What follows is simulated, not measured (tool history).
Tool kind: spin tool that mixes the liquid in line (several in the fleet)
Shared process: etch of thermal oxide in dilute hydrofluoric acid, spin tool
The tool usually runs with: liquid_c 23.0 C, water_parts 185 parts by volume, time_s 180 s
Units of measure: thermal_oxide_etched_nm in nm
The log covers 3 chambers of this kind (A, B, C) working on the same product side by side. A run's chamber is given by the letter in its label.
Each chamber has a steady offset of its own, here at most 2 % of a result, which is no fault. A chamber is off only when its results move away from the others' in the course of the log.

run,hour,liquid_c,water_parts,time_s,"read-back film thickness of the thermal oxide reference wafer, read on the same gauge (nm)",thermal_oxide_etched_nm
1A,4.3,23.0,185,180,99.989,3.8254
2C,7.8,23.0,185,180,99.982,3.8193
3B,13.7,23.0,185,180,100.010,3.7682
4A,19.4,23.0,185,180,99.998,3.9130
5C,24.8,23.0,185,180,100.020,3.8949
6B,28.9,23.0,185,180,100.010,3.6948
7B,35.5,23.0,185,180,99.993,3.6890
8C,41.4,23.0,185,180,100.010,3.9209
9A,46.4,23.0,185,180,100.010,3.8086
10C,49.6,23.0,185,180,100.020,3.8676
11A,53.4,23.0,185,180,100.010,3.8294
12B,56.9,23.0,185,180,100.020,3.5859
13C,63.4,19.0,185,180,100.000,3.3700
14B,69.0,19.0,185,180,99.980,3.0679
15A,72.6,19.0,185,180,99.979,3.3411
16C,77.1,23.0,185,180,100.010,3.8564
17A,81.3,23.0,185,180,99.982,3.8086
18B,85.2,23.0,185,180,100.010,3.5600
19A,90.9,23.0,185,180,99.994,3.7961
20C,94.6,23.0,185,180,99.982,3.9067
21B,99.7,23.0,185,180,100.000,3.5435
22B,105.1,20.5,185,180,100.000,3.1498
23C,110.9,20.5,185,180,100.010,3.4900
24A,115.5,20.5,185,180,99.999,3.5071
25C,119.4,25.0,185,125,100.010,2.8800
26B,125.8,25.0,185,125,99.977,2.5495
27A,131.9,25.0,185,125,99.985,2.8464
28B,136.3,23.0,185,180,99.997,3.3703
29C,143.0,26.0,255,180,99.981,2.9017
30A,149.2,26.0,255,180,100.020,2.8799
31C,155.3,26.0,255,180,99.992,2.9339

All 3 chambers run these settings next. Forecast each chamber's results:
32A,160.2,23.0,185,180,,?
32B,160.2,23.0,185,180,,?
32C,160.2,23.0,185,180,,?

run,thermal_oxide_etched_nm
32A,3.8524
32B,3.3248
32C,3.8348
